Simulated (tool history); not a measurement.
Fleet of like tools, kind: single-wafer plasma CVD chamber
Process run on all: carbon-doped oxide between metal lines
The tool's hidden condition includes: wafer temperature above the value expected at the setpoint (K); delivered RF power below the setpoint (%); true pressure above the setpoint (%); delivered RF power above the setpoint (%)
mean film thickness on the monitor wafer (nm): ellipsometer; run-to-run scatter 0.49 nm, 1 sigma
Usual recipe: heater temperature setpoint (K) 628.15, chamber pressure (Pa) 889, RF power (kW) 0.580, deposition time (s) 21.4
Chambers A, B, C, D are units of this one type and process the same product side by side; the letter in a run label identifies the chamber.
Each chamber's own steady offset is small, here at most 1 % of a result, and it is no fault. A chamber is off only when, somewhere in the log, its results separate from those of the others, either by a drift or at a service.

run,hour,heater temperature setpoint (K),chamber pressure (Pa),RF power (kW),deposition time (s),hours since the last thermocouple change,hours since the last RF generator calibration,hours since the last manometer calibration,"read-back reference wafer on the same gauge, thickness_nm",mean film thickness on the monitor wafer (nm)
1B,9.7,628.15,889,0.580,21.4,1654.4,1152.0,656.1,99.017,122.96
2C,18.4,628.15,889,0.580,21.4,1539.5,272.0,1070.0,98.968,123.84
3D,28.5,628.15,889,0.580,21.4,843.2,593.0,802.4,98.928,121.73
# hour 34.7: chamber A: RF generator calibrated
4A,42.6,628.15,889,0.580,21.4,311.7,7.9,941.2,99.069,123.56
5D,55.0,628.15,889,0.580,21.4,869.7,619.5,828.9,98.949,121.78
6B,65.1,639.15,889,0.580,21.4,1709.8,1207.4,711.5,98.986,120.48
7C,80.3,639.15,889,0.580,21.4,1601.4,333.9,1131.9,99.066,120.37
8A,93.9,639.15,889,0.580,21.4,363.0,59.2,992.5,98.966,120.81
9A,104.8,639.15,889,0.580,21.4,373.9,70.1,1003.4,98.960,119.83
10D,116.8,628.15,703,0.690,21.4,931.5,681.3,890.7,99.041,133.84
11B,128.2,628.15,703,0.690,21.4,1772.9,1270.5,774.6,99.010,133.56
12C,136.9,628.15,703,0.690,21.4,1658.0,390.5,1188.5,99.021,133.18
# hour 138.0: chamber B: RF generator calibrated
13C,152.2,628.15,703,0.690,21.4,1673.3,405.8,1203.8,98.944,134.01
14B,165.6,628.15,889,0.580,21.4,1810.3,27.6,812.0,99.023,123.11
15A,175.1,628.15,889,0.650,25.3,444.2,140.4,1073.7,98.986,156.83
16D,183.3,628.15,889,0.650,25.3,998.0,747.8,957.2,99.035,153.78
17A,195.9,628.15,889,0.650,25.3,465.0,161.2,1094.5,99.035,155.44
18C,203.4,628.15,889,0.650,25.3,1724.5,457.0,1255.0,99.022,156.07
19B,216.0,628.15,889,0.580,21.4,1860.7,78.0,862.4,98.979,123.66
20D,225.8,628.15,889,0.580,21.4,1040.5,790.3,999.7,98.991,121.22
21A,235.1,628.15,889,0.580,21.4,504.2,200.4,1133.7,98.945,122.46
22D,249.7,628.15,889,0.580,21.4,1064.4,814.2,1023.6,99.104,121.23
23B,262.9,628.15,889,0.580,21.4,1907.6,124.9,909.3,99.046,123.36
24C,269.9,628.15,889,0.580,21.4,1791.0,523.5,1321.5,98.990,124.21
25A,281.0,628.15,889,0.580,21.4,550.1,246.3,1179.6,99.088,122.60
26B,295.3,628.15,889,0.580,21.4,1940.0,157.3,941.7,98.931,122.64
27C,303.2,628.15,889,0.580,21.4,1824.3,556.8,1354.8,99.013,124.40
28D,314.5,628.15,889,0.580,21.4,1129.2,879.0,1088.4,99.106,119.34
29C,328.1,628.15,889,0.580,21.4,1849.2,581.7,1379.7,99.001,123.70

Next, every chamber runs the same settings. What will each give?
30A,339.1,628.15,1100,0.580,21.4,,,,,?
30B,339.1,628.15,1100,0.580,21.4,,,,,?
30C,339.1,628.15,1100,0.580,21.4,,,,,?
30D,339.1,628.15,1100,0.580,21.4,,,,,?

run,mean film thickness on the monitor wafer (nm)
30A,124.85
30B,124.88
30C,125.79
30D,120.66

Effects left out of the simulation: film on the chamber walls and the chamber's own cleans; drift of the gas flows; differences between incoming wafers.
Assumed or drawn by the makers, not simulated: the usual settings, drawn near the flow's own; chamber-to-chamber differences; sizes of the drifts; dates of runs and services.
